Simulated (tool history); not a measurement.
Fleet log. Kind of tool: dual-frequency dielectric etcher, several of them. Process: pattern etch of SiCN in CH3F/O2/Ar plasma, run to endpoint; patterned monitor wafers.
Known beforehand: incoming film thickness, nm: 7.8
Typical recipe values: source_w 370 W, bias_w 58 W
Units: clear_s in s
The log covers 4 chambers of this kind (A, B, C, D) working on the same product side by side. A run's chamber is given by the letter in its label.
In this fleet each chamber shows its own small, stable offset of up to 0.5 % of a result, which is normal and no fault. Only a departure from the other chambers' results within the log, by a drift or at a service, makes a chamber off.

run,hour,source_w,bias_w,hours since the last wet clean,hours since the last source power generator calibration,hours since the last bias power generator calibration,clear_s
1C,15.6,370,58,346.9,2745.5,405.2,23.074
2A,26.7,370,58,306.8,2086.0,2053.8,23.088
3D,40.1,370,58,392.8,775.6,420.8,23.109
# hour 41.4: chamber C: wet clean of the chamber
4B,53.7,370,58,105.2,3192.8,3059.6,23.021
5B,68.8,370,58,120.3,3207.9,3074.7,23.035
# hour 76.5: chamber B: source power generator calibrated
6A,83.4,370,58,363.5,2142.7,2110.5,23.140
7D,91.8,400,62,444.5,827.3,472.5,21.931
8C,101.3,400,62,60.0,2831.2,490.9,21.942
9B,115.1,400,62,166.6,38.7,3121.0,21.807
10A,131.8,400,62,411.9,2191.1,2158.9,22.071
11C,144.6,370,58,103.3,2874.5,534.2,22.842
12D,155.7,370,58,508.4,891.2,536.4,23.100
13D,164.9,340,49,517.6,900.4,545.6,25.361
14A,176.6,340,49,456.7,2235.9,2203.7,25.072
# hour 177.4: chamber D: wet clean of the chamber
15C,193.2,340,49,151.9,2923.1,582.8,25.291
16B,205.8,340,49,257.3,129.4,3211.7,25.214
17D,219.6,370,58,42.3,955.1,600.3,23.322
18C,233.5,370,58,192.2,2963.4,623.1,23.018
19A,249.1,370,58,529.2,2308.4,2276.2,22.976
20B,261.4,370,58,312.9,185.0,3267.3,23.395
21A,273.5,370,58,553.6,2332.8,2300.6,22.989
22C,283.6,370,58,242.3,3013.5,673.2,22.963
23D,294.1,370,58,116.8,1029.6,674.8,23.043
24B,308.2,370,58,359.7,231.8,3314.1,23.209
25A,324.6,370,58,604.7,2383.9,2351.7,23.184
26D,332.4,430,46,155.1,1067.9,713.1,23.517
27B,343.2,430,46,394.7,266.8,3349.1,23.438
28C,356.2,430,46,314.9,3086.1,745.8,23.593
29A,369.9,430,46,650.0,2429.2,2397.0,23.279
30B,377.6,370,58,429.1,301.2,3383.5,23.134
31C,386.1,370,58,344.8,3116.0,775.7,23.010
32D,397.5,370,48,220.2,1133.0,778.2,24.535
# hour 408.5: chamber B: wet clean of the chamber
# hour 410.5: chamber B: bias power generator calibrated
33B,411.4,370,48,3.0,335.0,0.9,24.569

One chamber off, gauge drift, or nothing amiss beyond the chambers' own small offsets? If it is a chamber, which one, and what is the likeliest cause?

No chamber is off and the gauge is stable; the differences are just each chamber's small, constant offset.
